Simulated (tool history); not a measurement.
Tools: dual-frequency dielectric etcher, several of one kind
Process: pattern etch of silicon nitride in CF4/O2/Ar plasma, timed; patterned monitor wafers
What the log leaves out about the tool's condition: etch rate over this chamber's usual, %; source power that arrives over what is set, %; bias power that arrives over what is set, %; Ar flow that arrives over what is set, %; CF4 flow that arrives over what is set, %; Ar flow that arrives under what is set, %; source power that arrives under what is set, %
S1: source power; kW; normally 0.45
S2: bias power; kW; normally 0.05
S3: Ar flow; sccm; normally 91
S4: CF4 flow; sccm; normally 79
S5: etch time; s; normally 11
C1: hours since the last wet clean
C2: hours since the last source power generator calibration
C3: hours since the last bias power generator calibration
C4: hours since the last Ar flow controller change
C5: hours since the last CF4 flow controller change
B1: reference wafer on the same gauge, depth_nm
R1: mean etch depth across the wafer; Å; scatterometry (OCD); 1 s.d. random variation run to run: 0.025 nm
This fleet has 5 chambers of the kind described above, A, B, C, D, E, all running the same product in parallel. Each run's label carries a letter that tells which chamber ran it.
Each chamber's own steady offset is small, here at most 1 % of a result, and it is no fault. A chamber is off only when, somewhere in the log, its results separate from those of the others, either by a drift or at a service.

{"run": "1A", "hour": 5.2, "S1": 0.45, "S2": 0.05, "S3": 91, "S4": 79, "S5": 11, "C1": 369.3, "C2": 1451.9, "C3": 1531.4, "C4": 1557.7, "C5": 1006.9, "B1": 17.906, "R1": 186.84}
{"run": "2B", "hour": 12.5, "S1": 0.45, "S2": 0.05, "S3": 91, "S4": 79, "S5": 11, "C1": 613.2, "C2": 2775.8, "C3": 210, "C4": 936.6, "C5": 1475.1, "B1": 17.9, "R1": 185.7}
{"run": "3C", "hour": 18.4, "S1": 0.45, "S2": 0.05, "S3": 91, "S4": 79, "S5": 11, "C1": 445.5, "C2": 912.2, "C3": 2683, "C4": 431.5, "C5": 985.8, "B1": 17.913, "R1": 186.92}
{"run": "4E", "hour": 22.3, "S1": 0.45, "S2": 0.05, "S3": 91, "S4": 79, "S5": 11, "C1": 209.7, "C2": 1271.7, "C3": 1872.6, "C4": 1521.2, "C5": 499, "B1": 17.908, "R1": 188.5}
{"hour": 25.1, "done": "chamber B: wet clean of the chamber"}
{"run": "5D", "hour": 25.8, "S1": 0.45, "S2": 0.05, "S3": 91, "S4": 79, "S5": 11, "C1": 101.3, "C2": 3567.3, "C3": 457.2, "C4": 162.8, "C5": 77.5, "B1": 17.909, "R1": 186.44}
{"run": "6E", "hour": 30.4, "S1": 0.45, "S2": 0.05, "S3": 91, "S4": 79, "S5": 11, "C1": 217.8, "C2": 1279.8, "C3": 1880.7, "C4": 1529.3, "C5": 507.1, "B1": 17.914, "R1": 188.11}
{"run": "7D", "hour": 37.1, "S1": 0.45, "S2": 0.05, "S3": 91, "S4": 79, "S5": 11, "C1": 112.6, "C2": 3578.6, "C3": 468.5, "C4": 174.1, "C5": 88.8, "B1": 17.915, "R1": 186.65}
{"run": "8A", "hour": 43.8, "S1": 0.45, "S2": 0.05, "S3": 91, "S4": 79, "S5": 13.5, "C1": 407.9, "C2": 1490.5, "C3": 1570, "C4": 1596.3, "C5": 1045.5, "B1": 17.917, "R1": 229.26}
{"run": "9C", "hour": 47.6, "S1": 0.45, "S2": 0.05, "S3": 91, "S4": 79, "S5": 13.5, "C1": 474.7, "C2": 941.4, "C3": 2712.2, "C4": 460.7, "C5": 1015, "B1": 17.919, "R1": 229.72}
{"run": "10B", "hour": 54.2, "S1": 0.45, "S2": 0.05, "S3": 91, "S4": 79, "S5": 13.5, "C1": 29.2, "C2": 2817.5, "C3": 251.7, "C4": 978.3, "C5": 1516.8, "B1": 17.921, "R1": 228.65}
{"run": "11B", "hour": 60.1, "S1": 0.45, "S2": 0.05, "S3": 91, "S4": 79, "S5": 13.5, "C1": 35.1, "C2": 2823.4, "C3": 257.6, "C4": 984.2, "C5": 1522.7, "B1": 17.931, "R1": 228.17}
{"run": "12C", "hour": 65.1, "S1": 0.45, "S2": 0.05, "S3": 91, "S4": 79, "S5": 13.5, "C1": 492.2, "C2": 958.9, "C3": 2729.7, "C4": 478.2, "C5": 1032.5, "B1": 17.933, "R1": 229.95}
{"run": "13E", "hour": 71.3, "S1": 0.45, "S2": 0.05, "S3": 91, "S4": 79, "S5": 11, "C1": 258.7, "C2": 1320.7, "C3": 1921.6, "C4": 1570.2, "C5": 548, "B1": 17.932, "R1": 188.45}
{"run": "14D", "hour": 77.2, "S1": 0.45, "S2": 0.05, "S3": 91, "S4": 79, "S5": 11, "C1": 152.7, "C2": 3618.7, "C3": 508.6, "C4": 214.2, "C5": 128.9, "B1": 17.941, "R1": 186.43}
{"run": "15A", "hour": 81.2, "S1": 0.4, "S2": 0.05, "S3": 91, "S4": 79, "S5": 11, "C1": 445.3, "C2": 1527.9, "C3": 1607.4, "C4": 1633.7, "C5": 1082.9, "B1": 17.939, "R1": 168.81}
{"run": "16D", "hour": 86.4, "S1": 0.4, "S2": 0.05, "S3": 91, "S4": 79, "S5": 11, "C1": 161.9, "C2": 3627.9, "C3": 517.8, "C4": 223.4, "C5": 138.1, "B1": 17.939, "R1": 168.51}
{"run": "17A", "hour": 93.2, "S1": 0.4, "S2": 0.05, "S3": 91, "S4": 79, "S5": 11, "C1": 457.3, "C2": 1539.9, "C3": 1619.4, "C4": 1645.7, "C5": 1094.9, "B1": 17.949, "R1": 169}
{"run": "18E", "hour": 97.0, "S1": 0.4, "S2": 0.05, "S3": 91, "S4": 79, "S5": 11, "C1": 284.4, "C2": 1346.4, "C3": 1947.3, "C4": 1595.9, "C5": 573.7, "B1": 17.945, "R1": 169.94}
{"hour": 97.2, "done": "chamber C: wet clean of the chamber"}
{"hour": 98.6, "done": "chamber A: wet clean of the chamber"}
{"run": "19C", "hour": 103.3, "S1": 0.4, "S2": 0.05, "S3": 91, "S4": 79, "S5": 11, "C1": 6.2, "C2": 997.1, "C3": 2767.9, "C4": 516.4, "C5": 1070.7, "B1": 17.949, "R1": 168.99}
{"run": "20B", "hour": 107.9, "S1": 0.45, "S2": 0.057, "S3": 91, "S4": 79, "S5": 11, "C1": 82.9, "C2": 2871.2, "C3": 305.4, "C4": 1032, "C5": 1570.5, "B1": 17.95, "R1": 196.05}
{"run": "21B", "hour": 111.3, "S1": 0.45, "S2": 0.057, "S3": 91, "S4": 79, "S5": 11, "C1": 86.3, "C2": 2874.6, "C3": 308.8, "C4": 1035.4, "C5": 1573.9, "B1": 17.948, "R1": 196}
{"run": "22E", "hour": 117.3, "S1": 0.45, "S2": 0.057, "S3": 91, "S4": 79, "S5": 11, "C1": 304.7, "C2": 1366.7, "C3": 1967.6, "C4": 1616.2, "C5": 594, "B1": 17.953, "R1": 198.89}
{"run": "23A", "hour": 121.5, "S1": 0.45, "S2": 0.057, "S3": 91, "S4": 79, "S5": 11, "C1": 22.9, "C2": 1568.2, "C3": 1647.7, "C4": 1674, "C5": 1123.2, "B1": 17.949, "R1": 196.87}
{"run": "24C", "hour": 126.6, "S1": 0.45, "S2": 0.057, "S3": 91, "S4": 79, "S5": 11, "C1": 29.5, "C2": 1020.4, "C3": 2791.2, "C4": 539.7, "C5": 1094, "B1": 17.956, "R1": 197.85}
{"run": "25D", "hour": 132.3, "S1": 0.45, "S2": 0.05, "S3": 91, "S4": 79, "S5": 11, "C1": 207.8, "C2": 3673.8, "C3": 563.7, "C4": 269.3, "C5": 184, "B1": 17.966, "R1": 187.1}
{"run": "26A", "hour": 137.7, "S1": 0.45, "S2": 0.05, "S3": 91, "S4": 79, "S5": 11, "C1": 39.1, "C2": 1584.4, "C3": 1663.9, "C4": 1690.2, "C5": 1139.4, "B1": 17.967, "R1": 186.97}
{"run": "27C", "hour": 142.7, "S1": 0.45, "S2": 0.05, "S3": 91, "S4": 79, "S5": 11, "C1": 45.6, "C2": 1036.5, "C3": 2807.3, "C4": 555.8, "C5": 1110.1, "B1": 17.972, "R1": 187.89}
{"hour": 148.3, "done": "chamber B: CF4 flow controller replaced"}
{"run": "28E", "hour": 149.1, "S1": 0.45, "S2": 0.05, "S3": 91, "S4": 79, "S5": 11, "C1": 336.5, "C2": 1398.5, "C3": 1999.4, "C4": 1648, "C5": 625.8, "B1": 17.97, "R1": 188.93}
{"run": "29B", "hour": 154.4, "S1": 0.45, "S2": 0.05, "S3": 91, "S4": 79, "S5": 11, "C1": 129.4, "C2": 2917.7, "C3": 351.9, "C4": 1078.5, "C5": 6.2, "B1": 17.971, "R1": 186.42}
{"run": "30D", "hour": 159.7, "S1": 0.45, "S2": 0.05, "S3": 91, "S4": 79, "S5": 11, "C1": 235.2, "C2": 3701.2, "C3": 591.1, "C4": 296.7, "C5": 211.4, "B1": 17.974, "R1": 187.09}
{"run": "31B", "hour": 164.5, "S1": 0.45, "S2": 0.05, "S3": 91, "S4": 60, "S5": 12, "C1": 139.5, "C2": 2927.8, "C3": 362, "C4": 1088.6, "C5": 16.3, "B1": 17.977, "R1": 196.26}
{"run": "32C", "hour": 171.9, "S1": 0.45, "S2": 0.05, "S3": 91, "S4": 60, "S5": 12, "C1": 74.8, "C2": 1065.7, "C3": 2836.5, "C4": 585, "C5": 1139.3, "B1": 17.987, "R1": 197.67}
{"run": "33D", "hour": 176.1, "S1": 0.45, "S2": 0.05, "S3": 91, "S4": 60, "S5": 12, "C1": 251.6, "C2": 3717.6, "C3": 607.5, "C4": 313.1, "C5": 227.8, "B1": 17.978, "R1": 196.38}
{"run": "34A", "hour": 181.0, "S1": 0.45, "S2": 0.05, "S3": 91, "S4": 60, "S5": 12, "C1": 82.4, "C2": 1627.7, "C3": 1707.2, "C4": 1733.5, "C5": 1182.7, "B1": 17.979, "R1": 197.74}
{"run": "35E", "hour": 186.7, "S1": 0.45, "S2": 0.05, "S3": 91, "S4": 60, "S5": 12, "C1": 374.1, "C2": 1436.1, "C3": 2037, "C4": 1685.6, "C5": 663.4, "B1": 17.992, "R1": 199.3}
{"run": "36C", "hour": 192.6, "S1": 0.45, "S2": 0.05, "S3": 91, "S4": 79, "S5": 11, "C1": 95.5, "C2": 1086.4, "C3": 2857.2, "C4": 605.7, "C5": 1160, "B1": 17.987, "R1": 187.62}
{"run": "37A", "hour": 198.4, "S1": 0.45, "S2": 0.05, "S3": 91, "S4": 79, "S5": 11, "C1": 99.8, "C2": 1645.1, "C3": 1724.6, "C4": 1750.9, "C5": 1200.1, "B1": 17.989, "R1": 187.5}
{"run": "38E", "hour": 204.8, "S1": 0.45, "S2": 0.05, "S3": 91, "S4": 79, "S5": 11, "C1": 392.2, "C2": 1454.2, "C3": 2055.1, "C4": 1703.7, "C5": 681.5, "B1": 17.997, "R1": 188.92}

Read the log: is a single chamber off, either drifting away or since a service, is the gauge that measures every chamber drifting, or is nothing wrong beyond small per-chamber offsets? Name any odd chamber and what most likely caused it.

Every chamber seems to shift together because the gauge that measures them all drifts; the chambers themselves are fine.
Cause: gauge reads high (%) = 0.551.
